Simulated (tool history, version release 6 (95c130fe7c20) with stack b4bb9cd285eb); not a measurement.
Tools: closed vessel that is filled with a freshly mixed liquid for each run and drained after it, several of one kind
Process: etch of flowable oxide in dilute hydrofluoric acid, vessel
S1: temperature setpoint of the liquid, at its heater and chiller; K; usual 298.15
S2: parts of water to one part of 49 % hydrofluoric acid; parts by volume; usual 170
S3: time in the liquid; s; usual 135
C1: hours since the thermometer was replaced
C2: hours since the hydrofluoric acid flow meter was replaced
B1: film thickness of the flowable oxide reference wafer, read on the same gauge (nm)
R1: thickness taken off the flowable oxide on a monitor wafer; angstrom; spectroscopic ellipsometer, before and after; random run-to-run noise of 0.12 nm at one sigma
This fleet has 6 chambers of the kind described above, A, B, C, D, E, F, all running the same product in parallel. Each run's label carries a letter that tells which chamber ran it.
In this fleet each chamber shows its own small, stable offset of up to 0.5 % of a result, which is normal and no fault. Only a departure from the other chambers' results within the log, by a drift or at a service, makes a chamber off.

{"run": "1F", "day": 0.233, "S1": 298.15, "S2": 170, "S3": 135, "C1": 1268.2, "C2": 1080.2, "B1": 59.994, "R1": 232.74}
{"run": "2A", "day": 0.454, "S1": 298.15, "S2": 170, "S3": 135, "C1": 296.5, "C2": 42.3, "B1": 60.051, "R1": 231.77}
{"run": "3E", "day": 0.717, "S1": 298.15, "S2": 170, "S3": 135, "C1": 1426.5, "C2": 1719.7, "B1": 60.018, "R1": 234.01}
{"run": "4C", "day": 0.996, "S1": 298.15, "S2": 170, "S3": 135, "C1": 555.1, "C2": 849.3, "B1": 59.983, "R1": 229.28}
{"run": "5B", "day": 1.162, "S1": 298.15, "S2": 170, "S3": 135, "C1": 655.0, "C2": 264.7, "B1": 59.978, "R1": 232.87}
{"run": "6D", "day": 1.3, "S1": 298.15, "S2": 170, "S3": 135, "C1": 824.7, "C2": 1009.5, "B1": 59.981, "R1": 231.88}
{"run": "7B", "day": 1.5, "S1": 298.15, "S2": 170, "S3": 135, "C1": 663.1, "C2": 272.8, "B1": 60.076, "R1": 233.62}
{"run": "8A", "day": 1.733, "S1": 298.15, "S2": 170, "S3": 135, "C1": 327.2, "C2": 73.0, "B1": 60.015, "R1": 231.06}
{"run": "9F", "day": 1.862, "S1": 298.15, "S2": 170, "S3": 135, "C1": 1307.3, "C2": 1119.3, "B1": 60.017, "R1": 232.65}
{"run": "10D", "day": 1.992, "S1": 298.15, "S2": 170, "S3": 135, "C1": 841.3, "C2": 1026.1, "B1": 59.972, "R1": 231.83}
{"run": "11E", "day": 2.229, "S1": 298.15, "S2": 120, "S3": 135, "C1": 1462.8, "C2": 1756.0, "B1": 60.066, "R1": 351.79}
{"run": "12C", "day": 2.442, "S1": 298.15, "S2": 120, "S3": 135, "C1": 589.8, "C2": 884.0, "B1": 59.977, "R1": 349.84}
{"run": "13D", "day": 2.683, "S1": 298.15, "S2": 120, "S3": 135, "C1": 857.9, "C2": 1042.7, "B1": 59.995, "R1": 347.09}
{"run": "14A", "day": 2.879, "S1": 298.15, "S2": 120, "S3": 135, "C1": 354.7, "C2": 100.5, "B1": 59.993, "R1": 347.93}
{"run": "15E", "day": 3.133, "S1": 298.15, "S2": 120, "S3": 135, "C1": 1484.5, "C2": 1777.7, "B1": 59.984, "R1": 349.0}
{"day": 3.262, "done": "chamber E: thermometer replaced"}
{"run": "16B", "day": 3.429, "S1": 298.15, "S2": 120, "S3": 135, "C1": 709.4, "C2": 319.1, "B1": 60.013, "R1": 351.48}
{"run": "17C", "day": 3.7, "S1": 298.15, "S2": 170, "S3": 135, "C1": 620.0, "C2": 914.2, "B1": 60.057, "R1": 230.74}
{"run": "18F", "day": 3.833, "S1": 298.15, "S2": 170, "S3": 135, "C1": 1354.6, "C2": 1166.6, "B1": 59.993, "R1": 230.9}
{"day": 3.871, "done": "chamber D: thermometer replaced"}
{"run": "19B", "day": 4.004, "S1": 298.15, "S2": 170, "S3": 135, "C1": 723.2, "C2": 332.9, "B1": 60.003, "R1": 233.4}
{"run": "20C", "day": 4.196, "S1": 298.15, "S2": 170, "S3": 135, "C1": 631.9, "C2": 926.1, "B1": 60.018, "R1": 229.22}
{"run": "21A", "day": 4.488, "S1": 298.15, "S2": 170, "S3": 135, "C1": 393.3, "C2": 139.1, "B1": 60.019, "R1": 233.12}
{"run": "22F", "day": 4.712, "S1": 298.15, "S2": 170, "S3": 135, "C1": 1375.7, "C2": 1187.7, "B1": 59.982, "R1": 232.11}
{"run": "23D", "day": 4.888, "S1": 298.15, "S2": 170, "S3": 135, "C1": 24.4, "C2": 1095.6, "B1": 60.0, "R1": 232.49}
{"run": "24E", "day": 5.083, "S1": 298.15, "S2": 170, "S3": 100, "C1": 43.7, "C2": 1824.5, "B1": 60.002, "R1": 174.53}
{"run": "25E", "day": 5.221, "S1": 298.15, "S2": 170, "S3": 100, "C1": 47.0, "C2": 1827.8, "B1": 60.041, "R1": 174.64}
{"run": "26B", "day": 5.446, "S1": 298.15, "S2": 170, "S3": 100, "C1": 757.8, "C2": 367.5, "B1": 59.955, "R1": 177.63}
{"run": "27A", "day": 5.675, "S1": 298.15, "S2": 170, "S3": 100, "C1": 421.8, "C2": 167.6, "B1": 59.992, "R1": 171.6}
{"run": "28D", "day": 5.842, "S1": 298.15, "S2": 170, "S3": 100, "C1": 47.3, "C2": 1118.5, "B1": 60.033, "R1": 171.75}
{"run": "29C", "day": 5.988, "S1": 298.15, "S2": 170, "S3": 100, "C1": 674.9, "C2": 969.1, "B1": 60.013, "R1": 171.58}
{"run": "30F", "day": 6.183, "S1": 298.15, "S2": 170, "S3": 135, "C1": 1411.0, "C2": 1223.0, "B1": 59.967, "R1": 230.51}
{"run": "31D", "day": 6.383, "S1": 298.15, "S2": 170, "S3": 135, "C1": 60.3, "C2": 1131.5, "B1": 59.963, "R1": 230.57}
{"run": "32F", "day": 6.588, "S1": 298.15, "S2": 170, "S3": 135, "C1": 1420.7, "C2": 1232.7, "B1": 59.952, "R1": 231.34}
{"run": "33B", "day": 6.779, "S1": 298.15, "S2": 170, "S3": 135, "C1": 789.8, "C2": 399.5, "B1": 60.01, "R1": 239.59}
{"run": "34C", "day": 7.042, "S1": 298.15, "S2": 170, "S3": 135, "C1": 700.2, "C2": 994.4, "B1": 59.965, "R1": 230.64}
{"run": "35A", "day": 7.25, "S1": 298.15, "S2": 170, "S3": 135, "C1": 459.6, "C2": 205.4, "B1": 60.034, "R1": 234.6}
{"run": "36E", "day": 7.542, "S1": 298.15, "S2": 170, "S3": 135, "C1": 102.7, "C2": 1883.5, "B1": 59.961, "R1": 236.49}
{"run": "37E", "day": 7.8, "S1": 298.15, "S2": 170, "S3": 135, "C1": 108.9, "C2": 1889.7, "B1": 59.977, "R1": 232.67}
{"run": "38B", "day": 7.942, "S1": 298.15, "S2": 170, "S3": 135, "C1": 817.7, "C2": 427.4, "B1": 60.014, "R1": 242.2}
{"run": "39F", "day": 8.221, "S1": 298.15, "S2": 170, "S3": 135, "C1": 1459.9, "C2": 1271.9, "B1": 60.009, "R1": 230.27}
{"run": "40C", "day": 8.471, "S1": 298.15, "S2": 170, "S3": 135, "C1": 734.5, "C2": 1028.7, "B1": 59.976, "R1": 231.91}

What goes on in this fleet: one chamber off, a drifting gauge, or nothing beyond the chambers' own small offsets? Name the chamber and the cause, if any.

It is chamber B that slowly wanders off from its peers.
Most likely cause: hydrofluoric acid flow above the setpoint (%) = 3.88.
It could be hard to tell apart here from: liquid hotter than its thermometer reads (K).

Chamber B could run next with any of the 4 candidate recipes listed below; each alters the usual settings, and their results appear as question marks. Which one brings its results back in line with what the other chambers deliver on the usual settings?
Allowed miss from the other chambers' usual-settings mean, per result, to count as in line: R1 4.10 angstrom
{"run": "41B-1", "day": 8.683, "S1": 297.65, "S2": 170, "S3": 135, "R1": "?"}
{"run": "41B-2", "day": 8.683, "S1": 298.15, "S2": 170, "S3": 130, "R1": "?"}
{"run": "41B-3", "day": 8.683, "S1": 298.65, "S2": 170, "S3": 135, "R1": "?"}
{"run": "41B-4", "day": 8.683, "S1": 299.15, "S2": 170, "S3": 135, "R1": "?"}

On the usual settings, the other chambers give on average: R1 232.26 angstrom
run=41B-1 R1=238.02
run=41B-2 R1=233.64
run=41B-3 R1=247.30
run=41B-4 R1=252.03
41B-2 puts the chamber back in line with the other chambers.
